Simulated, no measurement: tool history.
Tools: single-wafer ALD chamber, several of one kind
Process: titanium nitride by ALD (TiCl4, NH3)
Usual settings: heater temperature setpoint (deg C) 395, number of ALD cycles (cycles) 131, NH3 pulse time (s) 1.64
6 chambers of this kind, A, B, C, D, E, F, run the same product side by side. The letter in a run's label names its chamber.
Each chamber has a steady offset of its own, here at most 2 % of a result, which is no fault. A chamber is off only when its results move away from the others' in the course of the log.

run	hour	heater temperature setpoint (deg C)	number of ALD cycles (cycles)	NH3 pulse time (s)	read-back reference wafer on the same gauge, thickness_nm	mean film thickness on the monitor wafer (nm)
1E	3	395	131	1.64	2.4729	2.8232
2C	6	395	131	1.64	2.47	2.8645
3D	9.5	395	131	1.64	2.4691	2.842
4B	13.2	395	131	1.64	2.4702	2.8851
5A	15.9	395	131	1.64	2.4686	2.8403
6F	18.8	395	131	1.64	2.4698	2.831
7A	22.4	395	148	1.09	2.4696	3.1395
8C	26.5	395	148	1.09	2.471	3.1704
9F	29.5	395	148	1.09	2.472	3.1555
10D	32.7	395	148	1.09	2.4682	3.1079
11B	36.6	395	148	1.09	2.4652	3.1409
12E	41.3	395	148	1.09	2.4709	3.1137
13C	46	395	131	1.64	2.4696	2.8599
14E	48.7	395	131	1.64	2.4707	2.811
# hour 52.9: chamber F: thermocouple changed; heater temperature recalibrated
15B	53	406	131	1.3	2.4698	2.8589
16A	57.9	406	131	1.3	2.47	2.8398
17F	61	406	131	1.3	2.4719	2.8202
18D	66.2	406	131	1.3	2.4722	2.7953
19C	69.7	406	131	1.3	2.4704	2.8438
20E	74.4	406	131	1.3	2.4701	2.8185
21A	80.1	395	131	1.64	2.4692	2.854
22F	85	395	131	1.64	2.4751	2.8699
23D	88.4	395	131	1.64	2.4707	2.7948
24B	92.3	395	131	1.64	2.467	2.8752
25E	97.9	395	131	1.64	2.4694	2.8292
26D	103.7	395	131	1.64	2.471	2.7977
27F	109.4	395	131	1.64	2.469	2.8546
28B	114.9	395	131	1.64	2.4677	2.8797
29C	118.3	395	131	1.64	2.4721	2.8791
30A	121.3	395	131	1.64	2.4709	2.8502
31E	124.1	395	131	1.64	2.4682	2.8454
32C	129.2	395	131	1.64	2.4738	2.8717
33B	134.6	395	131	1.64	2.47	2.8524
34D	139.1	395	131	1.64	2.4733	2.8237
35A	143.3	395	131	1.64	2.4696	2.8558
36F	147.8	395	131	1.64	2.4712	2.8421

What goes on in this fleet: one chamber off, a drifting gauge, or nothing beyond the chambers' own small offsets? Name the chamber and the cause, if any.

No chamber stands off beyond its own small offset, and the gauge holds steady.
